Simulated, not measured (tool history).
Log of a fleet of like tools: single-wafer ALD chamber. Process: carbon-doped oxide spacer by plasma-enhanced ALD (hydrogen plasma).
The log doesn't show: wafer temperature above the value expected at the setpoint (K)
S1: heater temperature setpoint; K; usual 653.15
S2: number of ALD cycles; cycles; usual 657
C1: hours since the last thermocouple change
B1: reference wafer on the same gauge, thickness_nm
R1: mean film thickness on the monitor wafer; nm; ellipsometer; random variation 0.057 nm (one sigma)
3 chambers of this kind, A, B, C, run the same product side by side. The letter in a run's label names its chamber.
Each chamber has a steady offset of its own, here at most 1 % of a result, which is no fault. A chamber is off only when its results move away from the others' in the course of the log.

run 1B hour=3 | S1=653.15 S2=657 | C1=208.3 | B1=35.791 | R1=33.048
run 2C hour=5.9 | S1=653.15 S2=657 | C1=1619.7 | B1=35.789 | R1=32.984
run 3A hour=11.4 | S1=653.15 S2=657 | C1=406.7 | B1=35.772 | R1=32.527
run 4C hour=15.5 | S1=653.15 S2=657 | C1=1629.3 | B1=35.765 | R1=32.955
run 5B hour=20.2 | S1=653.15 S2=657 | C1=225.5 | B1=35.758 | R1=32.944
run 6A hour=23.7 | S1=653.15 S2=657 | C1=419 | B1=35.768 | R1=32.517
run 7B hour=27.4 | S1=653.15 S2=657 | C1=232.7 | B1=35.773 | R1=32.962
run 8C hour=31.5 | S1=653.15 S2=657 | C1=1645.3 | B1=35.74 | R1=32.969
run 9A hour=36.9 | S1=653.15 S2=657 | C1=432.2 | B1=35.749 | R1=32.484
run 10A hour=41.6 | S1=653.15 S2=657 | C1=436.9 | B1=35.743 | R1=32.478
run 11C hour=46.9 | S1=653.15 S2=657 | C1=1660.7 | B1=35.71 | R1=32.975
run 12B hour=49.9 | S1=653.15 S2=774 | C1=255.2 | B1=35.733 | R1=38.753
run 13A hour=55.3 | S1=653.15 S2=774 | C1=450.6 | B1=35.722 | R1=38.346
run 14C hour=58.9 | S1=653.15 S2=774 | C1=1672.7 | B1=35.707 | R1=38.615
run 15B hour=63.6 | S1=653.15 S2=657 | C1=268.9 | B1=35.707 | R1=32.926
run 16A hour=66.7 | S1=653.15 S2=657 | C1=462 | B1=35.689 | R1=32.551
run 17B hour=70.3 | S1=653.15 S2=657 | C1=275.6 | B1=35.687 | R1=32.92
run 18C hour=73.3 | S1=653.15 S2=657 | C1=1687.1 | B1=35.672 | R1=32.928
run 19A hour=78.7 | S1=653.15 S2=657 | C1=474 | B1=35.682 | R1=32.486
run 20B hour=82.2 | S1=653.15 S2=657 | C1=287.5 | B1=35.661 | R1=32.877
run 21C hour=87.3 | S1=653.15 S2=657 | C1=1701.1 | B1=35.645 | R1=32.909
run 22C hour=91.9 | S1=653.15 S2=657 | C1=1705.7 | B1=35.658 | R1=32.903
run 23A hour=94.9 | S1=653.15 S2=657 | C1=490.2 | B1=35.668 | R1=32.427
run 24B hour=98.4 | S1=653.15 S2=657 | C1=303.7 | B1=35.659 | R1=32.731
run 25C hour=101.4 | S1=653.15 S2=657 | C1=1715.2 | B1=35.653 | R1=32.841
run 26A hour=105.9 | S1=653.15 S2=657 | C1=501.2 | B1=35.624 | R1=32.495
run 27B hour=109.6 | S1=653.15 S2=657 | C1=314.9 | B1=35.627 | R1=32.835
run 28B hour=115.3 | S1=653.15 S2=657 | C1=320.6 | B1=35.625 | R1=32.774
run 29A hour=118.2 | S1=653.15 S2=657 | C1=513.5 | B1=35.615 | R1=32.424
run 30C hour=121.1 | S1=653.15 S2=657 | C1=1734.9 | B1=35.595 | R1=32.826
run 31A hour=126.1 | S1=653.15 S2=657 | C1=521.4 | B1=35.596 | R1=32.481
run 32C hour=129.5 | S1=653.15 S2=657 | C1=1743.3 | B1=35.612 | R1=32.76
run 33B hour=134.4 | S1=653.15 S2=657 | C1=339.7 | B1=35.58 | R1=32.727
run 34B hour=137.5 | S1=653.15 S2=657 | C1=342.8 | B1=35.574 | R1=32.69
run 35A hour=142 | S1=661.15 S2=657 | C1=537.3 | B1=35.582 | R1=32.415
run 36C hour=146.6 | S1=661.15 S2=657 | C1=1760.4 | B1=35.569 | R1=32.8
run 37A hour=150.1 | S1=661.15 S2=657 | C1=545.4 | B1=35.551 | R1=32.412
run 38B hour=153.5 | S1=653.15 S2=657 | C1=358.8 | B1=35.565 | R1=32.796
run 39C hour=157.5 | S1=653.15 S2=657 | C1=1771.3 | B1=35.566 | R1=32.694

All 3 chambers run these settings next. Forecast each chamber's results:
run 40A hour=161.7 | S1=653.15 S2=657 | R1=?
run 40B hour=161.7 | S1=653.15 S2=657 | R1=?
run 40C hour=161.7 | S1=653.15 S2=657 | R1=?

run=40A R1=32.367
run=40B R1=32.786
run=40C R1=32.87
